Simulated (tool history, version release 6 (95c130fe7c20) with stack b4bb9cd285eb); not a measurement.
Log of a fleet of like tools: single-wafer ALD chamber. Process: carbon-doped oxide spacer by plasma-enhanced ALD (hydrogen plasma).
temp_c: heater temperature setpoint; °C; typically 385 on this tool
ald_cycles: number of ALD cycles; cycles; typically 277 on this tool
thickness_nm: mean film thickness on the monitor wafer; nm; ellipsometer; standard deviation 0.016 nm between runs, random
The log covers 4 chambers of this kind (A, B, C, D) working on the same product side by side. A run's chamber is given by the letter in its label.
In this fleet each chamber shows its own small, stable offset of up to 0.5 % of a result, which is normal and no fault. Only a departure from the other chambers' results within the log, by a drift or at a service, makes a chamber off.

| run | hour | temp_c | ald_cycles | hours since the last thermocouple change | read-back reference wafer on the same gauge, thickness_nm | thickness_nm |
|---|---|---|---|---|---|---|
| 1B | 9.6 | 385 | 277 | 1182 | 12.298 | 13.815 |
| 2A | 24.4 | 385 | 277 | 1161.1 | 12.294 | 13.84 |
| 3C | 35.2 | 385 | 277 | 2032.9 | 12.294 | 13.866 |
| 4D | 42.4 | 385 | 277 | 1381.3 | 12.291 | 13.847 |
| 5A | 50.2 | 385 | 277 | 1186.9 | 12.294 | 13.815 |
| 6D | 60.6 | 372 | 302 | 1399.5 | 12.29 | 15.117 |
| 7C | 67.7 | 372 | 302 | 2065.4 | 12.289 | 15.104 |
| 8B | 81 | 372 | 302 | 1253.4 | 12.287 | 15.006 |
| 9A | 88.6 | 372 | 302 | 1225.3 | 12.284 | 15.079 |
| 10D | 101.4 | 385 | 277 | 1440.3 | 12.283 | 13.854 |
| 11C | 113.6 | 375 | 277 | 2111.3 | 12.278 | 13.826 |
| 12B | 126.9 | 375 | 277 | 1299.3 | 12.28 | 13.786 |
| 13C | 136.5 | 375 | 277 | 2134.2 | 12.275 | 13.829 |
| 14D | 145.4 | 375 | 277 | 1484.3 | 12.275 | 13.855 |
|  | 157 | chamber C: thermocouple changed; heater temperature recalibrated |
| 15B | 158.5 | 385 | 277 | 1330.9 | 12.269 | 13.742 |
| 16A | 166.4 | 399 | 277 | 1303.1 | 12.274 | 13.773 |
| 17D | 180.8 | 399 | 277 | 1519.7 | 12.266 | 13.878 |
| 18B | 192.7 | 399 | 277 | 1365.1 | 12.27 | 13.787 |
| 19C | 202.6 | 399 | 277 | 45.7 | 12.261 | 13.807 |
| 20A | 209.8 | 385 | 302 | 1346.5 | 12.263 | 14.985 |
|  | 215.7 | chamber D: thermocouple changed; heater temperature recalibrated |
| 21C | 220.4 | 385 | 302 | 63.5 | 12.262 | 15.048 |
| 22B | 234 | 385 | 302 | 1406.4 | 12.262 | 14.993 |
| 23D | 242.4 | 385 | 302 | 26.7 | 12.259 | 15.075 |
| 24A | 251.9 | 385 | 277 | 1388.6 | 12.253 | 13.764 |
| 25D | 266.6 | 385 | 277 | 50.9 | 12.256 | 13.816 |
| 26C | 281.6 | 385 | 277 | 124.7 | 12.252 | 13.775 |
| 27A | 288.7 | 385 | 277 | 1425.4 | 12.254 | 13.77 |
| 28B | 297.9 | 385 | 277 | 1470.3 | 12.248 | 13.737 |
| 29D | 304.6 | 385 | 277 | 88.9 | 12.25 | 13.814 |
| 30A | 317.7 | 385 | 253 | 1454.4 | 12.245 | 12.554 |
| 31B | 332.1 | 385 | 253 | 1504.5 | 12.247 | 12.565 |

Predict what each chamber gives when all 4 of them run the settings below next.
| 32A | 342.8 | 385 | 227 |  |  | ? |
| 32B | 342.8 | 385 | 227 |  |  | ? |
| 32C | 342.8 | 385 | 227 |  |  | ? |
| 32D | 342.8 | 385 | 227 |  |  | ? |

| run | thickness_nm |
|---|---|
| 32A | 11.262 |
| 32B | 11.26 |
| 32C | 11.272 |
| 32D | 11.322 |

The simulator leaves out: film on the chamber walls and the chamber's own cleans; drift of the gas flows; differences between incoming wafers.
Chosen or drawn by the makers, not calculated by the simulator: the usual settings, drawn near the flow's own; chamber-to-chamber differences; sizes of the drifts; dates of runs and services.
